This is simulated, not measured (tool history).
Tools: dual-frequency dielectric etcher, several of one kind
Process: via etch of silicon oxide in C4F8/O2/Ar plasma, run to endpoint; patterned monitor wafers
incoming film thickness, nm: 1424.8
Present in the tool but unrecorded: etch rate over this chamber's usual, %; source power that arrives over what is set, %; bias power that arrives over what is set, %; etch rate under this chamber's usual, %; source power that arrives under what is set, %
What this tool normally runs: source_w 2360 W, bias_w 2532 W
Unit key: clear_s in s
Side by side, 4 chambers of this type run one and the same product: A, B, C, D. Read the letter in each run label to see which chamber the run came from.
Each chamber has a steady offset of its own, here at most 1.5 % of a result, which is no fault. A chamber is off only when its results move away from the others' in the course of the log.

run,hour,source_w,bias_w,hours since the last wet clean,hours since the last source power generator calibration,hours since the last bias power generator calibration,clear_s
1B,10.6,2360,2532,227.9,2171.8,452.7,245.54
# hour 16.7: chamber B: source power generator calibrated
2A,26.5,2360,2532,520.9,1485.4,179.2,243.99
# hour 35: chamber A: wet clean of the chamber
3D,38.7,2360,2532,98.5,1208,295.5,246.63
4C,50.3,2360,2532,379.9,2506.7,469.9,243.84
5B,58.8,2360,2532,276.1,42.2,500.9,249.6
6A,68.5,2360,2532,33.5,1527.4,221.2,243.48
7C,83.5,2360,2532,413.1,2539.9,503.1,241.98
8D,90.9,2360,2532,150.7,1260.2,347.7,249.56
9D,104.9,2360,2532,164.7,1274.2,361.7,249.7
10C,113.3,2360,2532,442.9,2569.7,532.9,246.18
11A,125.7,2360,2532,90.7,1584.6,278.4,245.46
12B,134.8,2360,2532,352.1,118.2,576.9,244.96
13B,147.9,2680,2014,365.2,131.3,590,250.54
14D,157.8,2680,2014,217.6,1327.1,414.6,250.59
15A,171.7,2680,2014,136.7,1630.6,324.4,247.02
16C,187.7,2680,2014,517.3,2644.1,607.3,247.84
# hour 191: chamber B: wet clean of the chamber
17D,195.6,2360,2532,255.4,1364.9,452.4,248.74
18C,204.9,2360,2532,534.5,2661.3,624.5,245.62
19A,214.1,2360,2532,179.1,1673,366.8,242.71
20B,224.1,2360,2532,33.2,207.5,666.2,247.75
21A,233.6,2360,2532,198.6,1692.5,386.3,245.09
# hour 243.1: chamber C: wet clean of the chamber
22C,249.4,1800,2231,6.4,2705.8,669,279.15
23D,262.6,1800,2231,322.4,1431.9,519.4,286.36
24B,275.2,1800,2231,84.3,258.6,717.3,286.6
25C,283.5,1800,2231,40.5,2739.9,703.1,280.23
26D,295.1,2360,2532,354.9,1464.4,551.9,246.44
27A,305.3,2360,2532,270.3,1764.2,458,240.99
28B,317.4,2360,2532,126.5,300.8,759.5,247.49
29D,333.1,2360,2532,392.9,1502.4,589.9,248.09
30C,345.2,2360,2532,102.2,2801.6,764.8,243.75
31A,360.2,2770,2954,325.2,1819.1,512.9,219.62
32B,372.9,2770,2954,182,356.3,815,222.87
33C,380.3,2770,2954,137.3,2836.7,799.9,217.19
34A,387.6,2770,2954,352.6,1846.5,540.3,220.11
35D,399.7,2720,2532,459.5,1569,656.5,235.9
36B,411.9,2720,2532,221,395.3,854,232.86
37A,422.3,2720,2532,387.3,1881.2,575,228.25
38C,435.3,2720,2532,192.3,2891.7,854.9,228.3
39D,444.2,2360,2532,504,1613.5,701,248.93
# hour 449.8: chamber D: wet clean of the chamber
40B,456.8,2360,2532,265.9,440.2,898.9,247.05
41D,468.8,2360,2532,19.1,1638.1,725.6,247.12

Next, every chamber runs the same settings. What will each give?
42A,480.7,2360,2532,,,,?
42B,480.7,2360,2532,,,,?
42C,480.7,2360,2532,,,,?
42D,480.7,2360,2532,,,,?

run,clear_s
42A,243.06
42B,245.04
42C,242.51
42D,248.09
